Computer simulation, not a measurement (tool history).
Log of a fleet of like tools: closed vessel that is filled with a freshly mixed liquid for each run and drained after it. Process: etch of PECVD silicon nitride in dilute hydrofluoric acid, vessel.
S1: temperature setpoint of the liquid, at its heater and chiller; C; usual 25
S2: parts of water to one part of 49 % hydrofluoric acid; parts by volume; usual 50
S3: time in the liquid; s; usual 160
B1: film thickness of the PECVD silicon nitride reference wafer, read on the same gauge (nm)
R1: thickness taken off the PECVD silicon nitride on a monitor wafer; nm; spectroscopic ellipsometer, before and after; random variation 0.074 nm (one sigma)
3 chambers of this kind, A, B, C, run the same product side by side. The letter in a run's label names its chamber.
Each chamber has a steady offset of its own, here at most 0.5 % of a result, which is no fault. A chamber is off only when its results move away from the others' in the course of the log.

| run | hour | S1 | S2 | S3 | B1 | R1 |
|---|---|---|---|---|---|---|
| 1B | 14.4 | 25 | 50 | 160 | 130 | 13.624 |
| 2C | 28 | 25 | 50 | 160 | 130 | 13.475 |
| 3A | 39.9 | 25 | 50 | 160 | 129.97 | 13.453 |
| 4C | 52.6 | 25 | 50 | 160 | 129.99 | 13.462 |
| 5A | 63.4 | 25 | 50 | 160 | 130 | 13.383 |
| 6B | 72.7 | 25 | 50 | 160 | 129.99 | 13.705 |
| 7B | 83 | 25 | 50 | 160 | 130.01 | 13.724 |
| 8A | 97.3 | 25 | 50 | 160 | 130.01 | 13.583 |
| 9C | 111.4 | 25 | 50 | 160 | 130.01 | 13.495 |
| 10B | 125.8 | 25 | 50 | 160 | 130.01 | 13.626 |
| 11C | 140.2 | 25 | 50 | 160 | 129.99 | 13.564 |
| 12A | 151.6 | 25 | 50 | 160 | 129.99 | 13.624 |
| 13A | 163.8 | 25 | 50 | 160 | 130 | 13.672 |
| 14C | 172 | 25 | 50 | 160 | 130 | 13.545 |
| 15B | 178.7 | 25 | 50 | 160 | 130 | 13.608 |
| 16C | 192.5 | 25 | 50 | 160 | 130 | 13.575 |
| 17B | 204.8 | 25 | 50 | 160 | 130.01 | 13.557 |
| 18A | 211.7 | 25 | 50 | 160 | 129.98 | 13.534 |
| 19B | 225 | 25 | 50 | 160 | 130.01 | 13.594 |
|  | 235.9 | chamber B: hydrofluoric acid flow meter replaced |
| 20A | 237.3 | 27.5 | 50 | 160 | 129.99 | 15.993 |
| 21C | 247.8 | 27.5 | 50 | 160 | 130.01 | 16.051 |
| 22A | 255.3 | 27.5 | 50 | 160 | 129.99 | 16.066 |
| 23C | 263.7 | 25 | 50 | 160 | 130 | 13.596 |
| 24B | 277.3 | 25 | 50 | 160 | 129.98 | 13.734 |
| 25B | 284 | 23.5 | 50 | 210 | 130 | 16.114 |
| 26C | 296.8 | 23.5 | 50 | 210 | 129.99 | 16.013 |
| 27A | 304.1 | 23.5 | 50 | 210 | 129.99 | 16.25 |
| 28B | 316.4 | 25 | 50 | 160 | 129.99 | 13.537 |
| 29C | 331.3 | 25 | 50 | 160 | 129.99 | 13.481 |
| 30A | 341.2 | 25 | 50 | 160 | 130 | 13.759 |
| 31A | 355.9 | 25 | 35 | 190 | 129.98 | 22.988 |
| 32C | 365.5 | 25 | 35 | 190 | 130.01 | 22.631 |
| 33B | 376.6 | 25 | 35 | 190 | 129.97 | 22.967 |
| 34A | 388 | 25 | 40 | 160 | 130.02 | 16.863 |
| 35B | 399.4 | 25 | 40 | 160 | 130.01 | 16.813 |
| 36C | 410.9 | 25 | 40 | 160 | 130.01 | 16.71 |
| 37C | 425 | 25 | 50 | 160 | 130 | 13.629 |
| 38A | 431.7 | 25 | 50 | 160 | 130.02 | 13.652 |
| 39B | 444.4 | 25 | 50 | 160 | 130.01 | 13.624 |

Is one chamber off against the others, does the gauge drift, or is nothing wrong? If a chamber is off, say which, and what the likeliest cause is.

No chamber stands off beyond its own small offset, and the gauge holds steady.

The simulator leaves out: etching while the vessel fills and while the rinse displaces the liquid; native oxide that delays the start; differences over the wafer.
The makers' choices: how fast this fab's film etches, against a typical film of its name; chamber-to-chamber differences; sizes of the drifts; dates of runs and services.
